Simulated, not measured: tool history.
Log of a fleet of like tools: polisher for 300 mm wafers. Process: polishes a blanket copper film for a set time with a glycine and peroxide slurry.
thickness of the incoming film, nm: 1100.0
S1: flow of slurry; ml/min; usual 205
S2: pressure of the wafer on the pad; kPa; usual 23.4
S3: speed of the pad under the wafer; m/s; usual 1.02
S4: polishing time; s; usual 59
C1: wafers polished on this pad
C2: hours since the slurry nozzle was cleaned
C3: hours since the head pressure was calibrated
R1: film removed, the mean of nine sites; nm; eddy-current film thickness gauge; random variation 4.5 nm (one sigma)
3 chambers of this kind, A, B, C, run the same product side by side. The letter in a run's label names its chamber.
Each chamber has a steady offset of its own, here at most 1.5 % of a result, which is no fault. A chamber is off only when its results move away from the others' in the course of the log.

run,hour,S1,S2,S3,S4,C1,C2,C3,R1
1A,8.2,205,23.4,1.02,59,920,103.7,743.3,453.29
2C,15.5,205,23.4,1.02,59,1078,26.1,987.0,449.04
# hour 17.2: chamber C: worn pad replaced by a new one
# hour 19.9: chamber B: worn pad replaced by a new one
3B,21.3,205,23.4,1.02,59,13,54.7,303.0,434.05
4B,32.0,205,23.4,1.02,59,114,65.4,313.7,440.06
5C,41.6,205,23.4,1.02,59,231,52.2,1013.1,439.86
6A,47.8,205,23.4,1.02,59,1295,143.3,782.9,444.87
7C,54.9,205,23.4,1.02,59,357,65.5,1026.4,450.07
# hour 60.7: chamber A: worn pad replaced by a new one
8B,64.3,205,23.4,1.02,59,420,97.7,346.0,441.79
9A,70.6,205,23.4,1.02,59,94,166.1,805.7,452.16
10B,76.0,205,23.4,1.02,59,531,109.4,357.7,444.74
# hour 81.8: chamber B: worn pad replaced by a new one
11C,82.0,205,23.4,1.02,59,613,92.6,1053.5,444.98
# hour 92.5: chamber A: head pressure recalibrated
12A,92.7,205,23.4,1.02,59,303,188.2,0.2,445.96
13B,99.2,205,23.4,1.02,59,165,132.6,380.9,437.47
14A,105.7,205,23.4,1.02,59,426,201.2,13.2,435.23
15C,116.0,205,23.4,1.02,59,935,126.6,1087.5,443.00
# hour 118.7: chamber C: worn pad replaced by a new one
16C,124.5,205,23.4,1.02,59,55,135.1,1096.0,440.08
17B,131.7,205,23.4,1.02,59,473,165.1,413.4,430.85
18A,140.5,205,23.4,1.02,59,756,236.0,48.0,445.58
# hour 140.7: chamber B: worn pad replaced by a new one
19C,146.1,205,23.4,1.02,59,259,156.7,1117.6,445.16
20B,155.1,205,29.6,1.02,70,137,188.5,436.8,637.95
21A,162.5,205,29.6,1.02,70,964,258.0,70.0,643.79
22A,169.2,205,29.6,1.02,70,1027,264.7,76.7,651.02
23C,176.2,205,23.4,1.02,59,544,186.8,1147.7,441.78

All 3 chambers run these settings next. Forecast each chamber's results:
24A,183.9,205,23.4,1.02,59,,,,?
24B,183.9,205,23.4,1.02,59,,,,?
24C,183.9,205,23.4,1.02,59,,,,?

run,R1
24A,438.65
24B,434.86
24C,445.97
